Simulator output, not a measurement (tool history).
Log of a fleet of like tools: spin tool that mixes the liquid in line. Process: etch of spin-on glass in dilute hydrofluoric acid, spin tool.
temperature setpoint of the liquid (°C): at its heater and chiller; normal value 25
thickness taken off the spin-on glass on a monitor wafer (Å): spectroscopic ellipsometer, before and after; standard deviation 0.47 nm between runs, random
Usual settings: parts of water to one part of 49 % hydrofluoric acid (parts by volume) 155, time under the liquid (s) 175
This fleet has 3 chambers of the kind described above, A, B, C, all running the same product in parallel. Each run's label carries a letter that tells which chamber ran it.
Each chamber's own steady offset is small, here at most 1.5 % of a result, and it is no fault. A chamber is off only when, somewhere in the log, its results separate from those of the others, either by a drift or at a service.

run	hour	temperature setpoint of the liquid (°C)	parts of water to one part of 49 % hydrofluoric acid (parts by volume)	time under the liquid (s)	read-back film thickness of the spin-on glass reference wafer, read on the same gauge (nm)	thickness taken off the spin-on glass on a monitor wafer (Å)
1B	5.4	25	155	175	39.992	581.18
2A	11.2	25	155	175	39.963	591.63
3C	15.4	25	155	175	40.024	583.77
4B	23.7	25	155	175	40.009	580.32
5A	31.2	25	155	175	40.01	589.5
6C	35.3	25	155	175	40.022	585.47
7B	42.8	25	180	135	39.977	374.31
8C	52.1	25	180	135	39.999	376.95
9A	59.1	25	180	135	40.024	381.96
10C	63.8	25	155	175	40	583.58
11B	68.4	25	200	175	40.008	421.82
12A	77.1	25	200	175	40.035	440.08
13C	81.8	25	200	175	40.029	432.97
14A	89	25	155	175	39.983	591.64
15B	97.6	25	210	115	39.968	257.26
16A	105.2	25	210	115	40.022	271.67
17C	109.3	25	210	115	39.98	267.06
18B	113.3	25	155	175	40.048	558.44
19C	120.1	25	155	175	39.987	584.68
20A	128.8	25	155	175	40.009	585.29

Read the log: is a single chamber off, either drifting away or since a service, is the gauge that measures every chamber drifting, or is nothing wrong beyond small per-chamber offsets? Name any odd chamber and what most likely caused it.

Little by little, chamber B moves away from the other chambers.
Most likely cause: hydrofluoric acid flow below the setpoint (%) = 4.86.
Not necessarily distinguishable in this log from: liquid colder than its thermometer reads (K).

Here are 4 candidates for chamber B's next run, each the usual settings with a change, their results left as question marks. Which one brings its results back in line with what the others give on the usual settings?
A result is in line if it is within this distance of the other chambers' mean on the usual settings: thickness taken off the spin-on glass on a monitor wafer (Å) 16
21B-1	135.4	25	145	185		?
21B-2	135.4	23.5	155	175		?
21B-3	135.4	25	165	165		?
21B-4	135.4	25	150	180		?

The other chambers' mean on the usual settings: thickness taken off the spin-on glass on a monitor wafer (Å) 587.35
run	thickness taken off the spin-on glass on a monitor wafer (Å)
21B-1	632.92
21B-2	522.75
21B-3	484.79
21B-4	591.83
21B-4 brings the chamber back in line.

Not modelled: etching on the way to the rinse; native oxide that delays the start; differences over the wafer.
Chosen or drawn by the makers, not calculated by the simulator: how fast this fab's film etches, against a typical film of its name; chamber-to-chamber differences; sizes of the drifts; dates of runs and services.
